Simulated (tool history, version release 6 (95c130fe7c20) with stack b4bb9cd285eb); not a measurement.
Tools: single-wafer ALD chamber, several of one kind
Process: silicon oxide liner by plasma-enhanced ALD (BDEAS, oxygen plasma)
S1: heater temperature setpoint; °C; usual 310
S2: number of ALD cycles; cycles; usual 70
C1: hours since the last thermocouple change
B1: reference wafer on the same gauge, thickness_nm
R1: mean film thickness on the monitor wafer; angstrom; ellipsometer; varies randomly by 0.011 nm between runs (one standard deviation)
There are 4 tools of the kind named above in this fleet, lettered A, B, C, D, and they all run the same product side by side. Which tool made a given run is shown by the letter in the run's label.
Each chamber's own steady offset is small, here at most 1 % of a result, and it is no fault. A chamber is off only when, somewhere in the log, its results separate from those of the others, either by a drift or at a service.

run	hour	S1	S2	C1	B1	R1
1C	4.4	310	70	1111.3	6.7125	64.602
2B	8.7	310	70	1570.2	6.7148	64.173
3A	12.7	310	70	590.4	6.7118	64.033
4D	16.1	310	70	136.6	6.7176	64.668
5D	20.8	320	60	141.3	6.7174	54.51
6C	25.3	320	60	1132.2	6.7196	54.649
7A	27.7	320	60	605.4	6.7186	54.261
8B	30.5	320	60	1592	6.7217	54.2
9D	34.7	310	70	155.2	6.7238	64.777
10B	38.8	310	70	1600.3	6.7257	64.104
11A	42	310	74	619.7	6.7283	67.611
12C	45.7	310	74	1152.6	6.7304	68.172
13A	49.3	310	74	627	6.7288	67.648
14B	51.5	310	74	1613	6.73	67.936
15C	55.4	310	70	1162.3	6.7262	64.821
16D	57.5	310	70	178	6.7329	64.65
17B	60.7	310	70	1622.2	6.7347	64.111
18D	63.9	310	70	184.4	6.7334	64.65
19C	68.1	310	70	1175	6.7354	64.834
20A	72.7	310	70	650.4	6.74	64.423
21C	77	322	62	1183.9	6.7377	56.431
22D	79.1	322	62	199.6	6.7382	56.469
23B	83.7	322	62	1645.2	6.7442	55.927
24A	88.2	322	62	665.9	6.7412	55.787
25C	90.4	310	59	1197.3	6.7451	54.744
26B	92.8	310	59	1654.3	6.7442	54.086
27D	97	310	59	217.5	6.7433	54.635
28A	101.2	310	59	678.9	6.7457	54.138
29D	105.3	321	70	225.8	6.7529	63.885
30A	107.8	321	70	685.5	6.7514	63.283
31B	110.1	321	70	1671.6	6.7529	63.31
32C	113.3	321	70	1220.2	6.7507	63.894
33C	115.5	310	70	1222.4	6.7504	65.111
34A	119.9	310	70	697.6	6.7541	64.254

Does one chamber stand apart from the rest, does the shared gauge drift, or is all well apart from small per-chamber offsets? Give the chamber and the most likely cause, where there is one.

None of the chambers is off. What moves is the gauge, dragging all their readings along together.
What lies behind it: gauge reads high (%) = 0.695.
